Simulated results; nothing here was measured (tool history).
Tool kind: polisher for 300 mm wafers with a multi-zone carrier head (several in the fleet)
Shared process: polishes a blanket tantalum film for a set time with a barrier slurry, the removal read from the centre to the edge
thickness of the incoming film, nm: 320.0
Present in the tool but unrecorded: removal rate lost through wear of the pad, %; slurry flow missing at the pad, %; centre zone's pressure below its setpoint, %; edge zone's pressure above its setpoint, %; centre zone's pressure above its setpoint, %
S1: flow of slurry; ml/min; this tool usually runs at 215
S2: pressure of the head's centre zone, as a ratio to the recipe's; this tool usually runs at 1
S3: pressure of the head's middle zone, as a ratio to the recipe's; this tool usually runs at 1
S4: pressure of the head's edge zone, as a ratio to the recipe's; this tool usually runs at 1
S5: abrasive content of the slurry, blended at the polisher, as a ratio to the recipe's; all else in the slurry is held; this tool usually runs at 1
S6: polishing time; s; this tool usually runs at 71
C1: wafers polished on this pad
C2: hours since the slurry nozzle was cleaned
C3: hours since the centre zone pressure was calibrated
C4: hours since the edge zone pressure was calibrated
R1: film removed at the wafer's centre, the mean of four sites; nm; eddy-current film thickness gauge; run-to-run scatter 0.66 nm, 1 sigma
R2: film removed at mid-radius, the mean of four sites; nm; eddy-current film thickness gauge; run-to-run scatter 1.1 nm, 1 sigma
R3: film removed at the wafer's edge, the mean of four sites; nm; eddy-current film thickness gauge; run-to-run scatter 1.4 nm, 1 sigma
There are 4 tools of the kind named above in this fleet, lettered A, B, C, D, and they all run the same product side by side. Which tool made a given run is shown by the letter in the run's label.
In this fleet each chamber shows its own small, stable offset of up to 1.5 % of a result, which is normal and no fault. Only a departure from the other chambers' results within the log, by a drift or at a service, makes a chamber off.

run 1B day=0.179 | S1=215 S2=1 S3=1 S4=1 S5=1 S6=71 | C1=398 C2=188.8 C3=449 C4=22.9 | R1=107.74 R2=109.24 R3=108.41
run 2D day=0.467 | S1=215 S2=1 S3=1 S4=1 S5=1 S6=71 | C1=608 C2=237.8 C3=433 C4=501 | R1=107.32 R2=106.64 R3=106.79
-- day=0.65 chamber C: worn pad replaced by a new one
run 3C day=0.8 | S1=215 S2=1 S3=1 S4=1 S5=1 S6=71 | C1=32 C2=19.4 C3=152 C4=581.8 | R1=108.31 R2=106.76 R3=109.07
run 4A day=1.029 | S1=215 S2=1 S3=1 S4=1 S5=1 S6=71 | C1=666 C2=274.6 C3=167.6 C4=595.4 | R1=107.11 R2=106.67 R3=107.27
run 5D day=1.196 | S1=215 S2=1 S3=1 S4=1 S5=1 S6=71 | C1=761 C2=255.3 C3=450.5 C4=518.5 | R1=107.69 R2=108 R3=106.28
run 6A day=1.421 | S1=215 S2=1 S3=1 S4=1 S5=1 S6=71 | C1=749 C2=284 C3=177 C4=604.8 | R1=107.81 R2=109.23 R3=106.15
run 7B day=1.646 | S1=215 S2=1 S3=1 S4=1 S5=1 S6=71 | C1=706 C2=224 C3=484.2 C4=58.1 | R1=108.23 R2=109.74 R3=108.82
run 8C day=1.812 | S1=215 S2=1 S3=1 S4=1 S5=1 S6=71 | C1=245 C2=43.7 C3=176.3 C4=606.1 | R1=107.19 R2=106.14 R3=108.1
run 9C day=2.05 | S1=215 S2=1 S3=1 S4=1 S5=1 S6=71 | C1=295 C2=49.4 C3=182 C4=611.8 | R1=106.86 R2=110.44 R3=110.53
-- day=2.054 chamber D: centre zone pressure recalibrated
-- day=2.083 chamber B: worn pad replaced by a new one
run 10D day=2.221 | S1=215 S2=1 S3=1 S4=1 S5=1 S6=71 | C1=977 C2=279.9 C3=4.1 C4=543.1 | R1=107.05 R2=105.55 R3=107.23
run 11B day=2.508 | S1=215 S2=1 S3=1 S4=1 S5=1 S6=71 | C1=89 C2=244.7 C3=504.9 C4=78.8 | R1=106.73 R2=109.14 R3=109.34
run 12A day=2.758 | S1=215 S2=1 S3=1 S4=1 S5=1 S6=71 | C1=1030 C2=316.1 C3=209.1 C4=636.9 | R1=107.64 R2=109.07 R3=104.85
-- day=3.033 chamber A: slurry nozzle cleaned
run 13B day=3.083 | S1=215 S2=1 S3=1 S4=1 S5=1 S6=95 | C1=210 C2=258.5 C3=518.7 C4=92.6 | R1=142.26 R2=146.58 R3=144.93
run 14A day=3.425 | S1=215 S2=1 S3=1 S4=1 S5=1 S6=95 | C1=1170 C2=9.4 C3=225.1 C4=652.9 | R1=145.72 R2=144.66 R3=142.22
-- day=3.762 chamber D: worn pad replaced by a new one
run 15C day=3.8 | S1=215 S2=1 S3=1 S4=1 S5=1 S6=95 | C1=663 C2=91.4 C3=224 C4=653.8 | R1=144.66 R2=146.26 R3=146.03
run 16D day=3.988 | S1=215 S2=1 S3=1 S4=1 S5=1 S6=95 | C1=47 C2=322.3 C3=46.5 C4=585.5 | R1=143.44 R2=144.02 R3=144.28
run 17B day=4.196 | S1=215 S2=1 S3=1 S4=1 S5=1 S6=71 | C1=444 C2=285.2 C3=545.4 C4=119.3 | R1=106.25 R2=108.67 R3=108.98
run 18A day=4.475 | S1=215 S2=1 S3=1 S4=1 S5=1 S6=71 | C1=1391 C2=34.6 C3=250.3 C4=678.1 | R1=107.56 R2=107.9 R3=105.56
-- day=4.562 chamber C: worn pad replaced by a new one
-- day=4.6 chamber A: worn pad replaced by a new one
run 19C day=4.638 | S1=215 S2=1 S3=0.89 S4=1 S5=1 S6=71 | C1=16 C2=111.5 C3=244.1 C4=673.9 | R1=107.15 R2=99.722 R3=106.92
run 20D day=4.933 | S1=215 S2=1 S3=0.89 S4=1 S5=1 S6=71 | C1=246 C2=345 C3=69.2 C4=608.2 | R1=106.48 R2=97.251 R3=107.61
run 21D day=5.192 | S1=215 S2=1 S3=0.89 S4=1 S5=1 S6=71 | C1=300 C2=351.2 C3=75.4 C4=614.4 | R1=106.9 R2=96.218 R3=103.42
run 22B day=5.358 | S1=215 S2=1 S3=0.89 S4=1 S5=1 S6=71 | C1=688 C2=313.1 C3=573.3 C4=147.2 | R1=105.31 R2=98.333 R3=107.31
run 23C day=5.654 | S1=215 S2=1 S3=1 S4=1 S5=1 S6=71 | C1=230 C2=135.9 C3=268.5 C4=698.3 | R1=107.76 R2=110 R3=108.76
run 24A day=5.833 | S1=215 S2=1 S3=1 S4=1 S5=1 S6=71 | C1=260 C2=67.2 C3=282.9 C4=710.7 | R1=107.46 R2=108.14 R3=108.62
-- day=5.958 chamber B: worn pad replaced by a new one
run 25B day=6.033 | S1=215 S2=1 S3=1 S4=1 S5=1 S6=71 | C1=16 C2=329.3 C3=589.5 C4=163.4 | R1=105.63 R2=106.21 R3=107.07
run 26A day=6.196 | S1=215 S2=1 S3=1 S4=1 S5=1 S6=71 | C1=336 C2=75.9 C3=291.6 C4=719.4 | R1=108.59 R2=108.81 R3=106.41
-- day=6.4 chamber D: edge zone pressure recalibrated
run 27D day=6.442 | S1=215 S2=1 S3=1 S4=1 S5=0.85 S6=88 | C1=563 C2=381.2 C3=105.4 C4=1.1 | R1=125.36 R2=124.89 R3=126.44
run 28C day=6.621 | S1=215 S2=1 S3=1 S4=1 S5=0.85 S6=88 | C1=433 C2=159.1 C3=291.7 C4=721.5 | R1=126.53 R2=128.28 R3=127.62
run 29D day=6.983 | S1=215 S2=1 S3=1 S4=1 S5=0.85 S6=88 | C1=677 C2=394.2 C3=118.4 C4=14.1 | R1=126.46 R2=128.7 R3=125.52
run 30A day=7.254 | S1=215 S2=1 S3=1 S4=1 S5=0.85 S6=88 | C1=559 C2=101.3 C3=317 C4=744.8 | R1=126.64 R2=130.35 R3=127.19
run 31C day=7.554 | S1=215 S2=1 S3=1 S4=1 S5=1 S6=71 | C1=629 C2=181.5 C3=314.1 C4=743.9 | R1=107.19 R2=109.35 R3=106.17
run 32B day=7.833 | S1=215 S2=1 S3=1 S4=1 S5=1 S6=71 | C1=395 C2=372.5 C3=632.7 C4=206.6 | R1=104.42 R2=104.73 R3=105.29
-- day=7.971 chamber C: worn pad replaced by a new one
run 33C day=8 | S1=215 S2=1 S3=1 S4=1 S5=1 S6=71 | C1=6 C2=192.2 C3=324.8 C4=754.6 | R1=107.41 R2=107.84 R3=109.65
run 34B day=8.333 | S1=215 S2=1 S3=1 S4=1 S5=1 S6=71 | C1=500 C2=384.5 C3=644.7 C4=218.6 | R1=103.28 R2=106.35 R3=104.44
-- day=8.604 chamber A: edge zone pressure recalibrated
run 35D day=8.646 | S1=215 S2=1 S3=1 S4=1 S5=1 S6=71 | C1=1027 C2=434.1 C3=158.3 C4=54 | R1=105.6 R2=106.06 R3=105.78
run 36A day=8.888 | S1=215 S2=1 S3=1 S4=1 S5=1 S6=71 | C1=902 C2=140.5 C3=356.2 C4=6.8 | R1=106.67 R2=109.28 R3=108.64

Does one chamber stand apart from the rest, does the shared gauge drift, or is all well apart from small per-chamber offsets? Give the chamber and the most likely cause, where there is one.

Little by little, chamber B moves away from the other chambers.
Cause: slurry flow missing at the pad, % = 24.5.

Here are 4 candidates for chamber B's next run, each the usual settings with a change, their results left as question marks. Which one brings its results back in line with what the others give on the usual settings?
Counts as in line when no further than this from what the other chambers average on the usual settings: R1 2.3 nm; R2 3.9 nm; R3 4.8 nm
run 37B-1 day=9.158 | S1=220 S2=1.02 S3=1.01 S4=0.98 S5=1 S6=73 | R1=? R2=? R3=?
run 37B-2 day=9.158 | S1=210 S2=0.98 S3=0.99 S4=1.02 S5=1 S6=69 | R1=? R2=? R3=?
run 37B-3 day=9.158 | S1=215 S2=1.01 S3=1 S4=1 S5=1 S6=71 | R1=? R2=? R3=?
run 37B-4 day=9.158 | S1=215 S2=0.99 S3=1 S4=1 S5=1 S6=71 | R1=? R2=? R3=?

What the other chambers average on the usual settings: R1 107.58 nm; R2 108.3 nm; R3 107.27 nm
run=37B-1 R1=107.87 R2=108.03 R3=107.52
run=37B-2 R1=96.725 R2=99.436 R3=103.22
run=37B-3 R1=103.32 R2=103.69 R3=105.41
run=37B-4 R1=101.12 R2=103.7 R3=105.41
Change 37B-1 lands the chamber within the allowed miss of the other chambers.
